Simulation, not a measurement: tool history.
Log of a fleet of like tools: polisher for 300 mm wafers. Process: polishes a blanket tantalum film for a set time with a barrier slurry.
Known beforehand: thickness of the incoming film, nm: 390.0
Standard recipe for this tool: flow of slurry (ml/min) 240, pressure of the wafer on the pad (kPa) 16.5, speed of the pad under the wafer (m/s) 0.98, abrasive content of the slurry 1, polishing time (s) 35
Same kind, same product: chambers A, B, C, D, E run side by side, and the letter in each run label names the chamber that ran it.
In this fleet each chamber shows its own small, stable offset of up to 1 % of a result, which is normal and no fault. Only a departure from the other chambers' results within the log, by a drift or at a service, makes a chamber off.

| run | day | flow of slurry (ml/min) | pressure of the wafer on the pad (kPa) | speed of the pad under the wafer (m/s) | abrasive content of the slurry | polishing time (s) | wafers polished on this pad | hours since the slurry nozzle was cleaned | hours since the head pressure was calibrated | hours since the slurry blender was calibrated | film removed (Å) |
|---|---|---|---|---|---|---|---|---|---|---|---|
|  | 0.058 | chamber C: slurry blender recalibrated |
|  | 0.071 | chamber D: worn pad replaced by a new one |
|  | 0.1 | chamber E: slurry blender recalibrated |
| 1D | 0.367 | 240 | 16.5 | 0.98 | 1 | 35 | 53 | 194.2 | 506.5 | 145.3 | 649.36 |
| 2E | 0.712 | 240 | 16.5 | 0.98 | 1 | 35 | 1010 | 191.2 | 710.8 | 14.8 | 654.29 |
|  | 0.958 | chamber E: worn pad replaced by a new one |
| 3C | 1.017 | 240 | 16.5 | 0.98 | 1 | 35 | 309 | 114.8 | 623.2 | 23.1 | 654.93 |
|  | 1.346 | chamber A: worn pad replaced by a new one |
| 4A | 1.596 | 240 | 16.5 | 0.98 | 1 | 35 | 44 | 212.4 | 448.9 | 54.9 | 647.64 |
| 5B | 2.112 | 240 | 16.5 | 0.98 | 1 | 35 | 554 | 93.4 | 442.1 | 76.3 | 653.38 |
|  | 2.4 | chamber D: slurry blender recalibrated |
| 6B | 2.562 | 240 | 16.5 | 0.98 | 1 | 35 | 634 | 104.2 | 452.9 | 87.1 | 656.63 |
| 7C | 2.883 | 240 | 16.5 | 0.98 | 1 | 35 | 643 | 159.6 | 668 | 67.9 | 643.47 |
| 8A | 3.458 | 240 | 16.5 | 0.98 | 1 | 35 | 377 | 257.1 | 493.6 | 99.6 | 656.1 |
| 9E | 3.858 | 240 | 16.5 | 0.98 | 1 | 35 | 518 | 266.7 | 786.3 | 90.3 | 652.46 |
| 10D | 4.383 | 240 | 16.5 | 0.98 | 1 | 35 | 771 | 290.6 | 602.9 | 47.6 | 653.52 |
|  | 4.492 | chamber A: slurry blender recalibrated |
|  | 4.508 | chamber B: worn pad replaced by a new one |
| 11C | 4.871 | 240 | 16.5 | 0.98 | 1 | 35 | 998 | 207.3 | 715.7 | 115.6 | 642.58 |
|  | 4.971 | chamber C: slurry blender recalibrated |
|  | 5.242 | chamber C: worn pad replaced by a new one |
| 12A | 5.262 | 240 | 16.5 | 0.98 | 1 | 35 | 700 | 300.4 | 536.9 | 18.5 | 655.67 |
|  | 5.317 | chamber E: slurry nozzle cleaned |
| 13B | 5.812 | 240 | 16.5 | 0.98 | 1.15 | 35 | 233 | 182.2 | 530.9 | 165.1 | 674.1 |
|  | 6.308 | chamber E: worn pad replaced by a new one |
| 14D | 6.467 | 240 | 16.5 | 0.98 | 1.15 | 35 | 1143 | 340.6 | 652.9 | 97.6 | 680.18 |
|  | 6.679 | chamber E: slurry blender recalibrated |
|  | 6.754 | chamber C: slurry nozzle cleaned |
| 15E | 7.058 | 240 | 16.5 | 0.98 | 1.15 | 35 | 134 | 41.8 | 863.1 | 9.1 | 687.79 |
| 16E | 7.571 | 240 | 16.5 | 0.98 | 1.15 | 35 | 225 | 54.1 | 875.4 | 21.4 | 687.7 |
|  | 7.7 | chamber D: worn pad replaced by a new one |
| 17B | 7.871 | 240 | 16.5 | 0.98 | 1.15 | 35 | 601 | 231.6 | 580.3 | 214.5 | 675.49 |
| 18C | 8.304 | 240 | 16.5 | 0.98 | 1 | 35 | 547 | 37.2 | 798.1 | 80 | 648.67 |
|  | 8.729 | chamber E: head pressure recalibrated |
| 19D | 8.983 | 240 | 21.4 | 0.98 | 1.25 | 35 | 229 | 401 | 713.3 | 158 | 892.45 |
|  | 9.379 | chamber D: slurry nozzle cleaned |
| 20A | 9.388 | 240 | 21.4 | 0.98 | 1.25 | 35 | 1437 | 399.4 | 635.9 | 117.5 | 893.97 |
|  | 9.446 | chamber C: slurry blender recalibrated |
|  | 9.458 | chamber A: worn pad replaced by a new one |
| 21E | 9.721 | 240 | 21.4 | 0.98 | 1.25 | 35 | 610 | 105.7 | 23.9 | 73 | 930.97 |
|  | 9.779 | chamber D: slurry blender recalibrated |
|  | 10.2 | chamber B: worn pad replaced by a new one |
| 22C | 10.312 | 240 | 21.4 | 0.98 | 1.25 | 35 | 906 | 85.4 | 846.3 | 20.9 | 898.31 |
|  | 10.329 | chamber B: head pressure recalibrated |
|  | 10.567 | chamber A: slurry nozzle cleaned |
|  | 10.762 | chamber A: slurry blender recalibrated |
| 23B | 10.767 | 240 | 21.4 | 0.98 | 1.25 | 35 | 101 | 301.1 | 10.6 | 284 | 897.91 |
|  | 11.012 | chamber C: worn pad replaced by a new one |
| 24D | 11.092 | 240 | 16.5 | 0.98 | 1 | 35 | 606 | 41.2 | 763.9 | 31.5 | 654.83 |
| 25A | 11.625 | 240 | 16.5 | 0.98 | 1 | 35 | 387 | 25.5 | 689.6 | 20.8 | 647.2 |
| 26B | 12.204 | 240 | 13.8 | 0.98 | 1 | 35 | 358 | 335.6 | 45.1 | 318.5 | 539.91 |
|  | 12.258 | chamber E: worn pad replaced by a new one |
| 27E | 12.612 | 240 | 13.8 | 0.98 | 1 | 35 | 63 | 175.1 | 93.3 | 142.4 | 571.76 |
|  | 12.862 | chamber E: slurry blender recalibrated |
| 28D | 13.104 | 240 | 13.8 | 0.98 | 1 | 35 | 966 | 89.5 | 812.2 | 79.8 | 537.39 |
|  | 13.283 | chamber C: slurry blender recalibrated |
| 29C | 13.729 | 240 | 13.8 | 0.98 | 1 | 35 | 485 | 167.4 | 928.3 | 10.7 | 541.52 |
| 30A | 14.025 | 240 | 13.8 | 0.98 | 1 | 35 | 816 | 83.1 | 747.2 | 78.4 | 542.42 |
| 31D | 14.471 | 240 | 16.5 | 0.98 | 1 | 35 | 1210 | 122.3 | 845 | 112.6 | 648.99 |
|  | 14.792 | chamber B: slurry blender recalibrated |
|  | 14.821 | chamber B: slurry nozzle cleaned |
| 32E | 15.021 | 240 | 16.5 | 0.98 | 1 | 35 | 494 | 232.9 | 151.1 | 51.8 | 690.08 |
| 33A | 15.479 | 240 | 16.5 | 0.74 | 0.85 | 35 | 1076 | 118 | 782.1 | 113.3 | 471.49 |
|  | 15.7 | chamber B: worn pad replaced by a new one |
| 34C | 15.979 | 240 | 16.5 | 0.74 | 0.85 | 35 | 887 | 221.4 | 982.3 | 64.7 | 462.74 |
| 35B | 16.442 | 240 | 16.5 | 0.74 | 0.85 | 35 | 132 | 38.9 | 146.8 | 39.7 | 464.12 |

Is one chamber off against the others, does the gauge drift, or is nothing wrong? If a chamber is off, say which, and what the likeliest cause is.

Chamber E came out of a service off from its peers and stayed that way.
Most likely cause: head's pressure above its setpoint, % = 4.97.

Chamber E could run next with any of the 4 candidate recipes listed below; each alters the usual settings, and their results appear as question marks. Which one brings its results back in line with what the other chambers deliver on the usual settings?
Maximum distance from the other chambers' mean on the usual settings for a result to count as in line: film removed (Å) 14
| 36E-1 | 16.933 | 240 | 16.5 | 0.96 | 1 | 35 |  |  |  |  | ? |
| 36E-2 | 16.933 | 240 | 16.5 | 1.04 | 1 | 35 |  |  |  |  | ? |
| 36E-3 | 16.933 | 245 | 16.5 | 0.98 | 1.05 | 35 |  |  |  |  | ? |
| 36E-4 | 16.933 | 240 | 15.9 | 0.96 | 1 | 35 |  |  |  |  | ? |

Average result of the remaining chambers running the usual settings: film removed (Å) 649.23
| run | film removed (Å) |
|---|---|
| 36E-1 | 675.07 |
| 36E-2 | 730.98 |
| 36E-3 | 699.98 |
| 36E-4 | 647.31 |
With 36E-4, the chamber falls back in line with the rest.
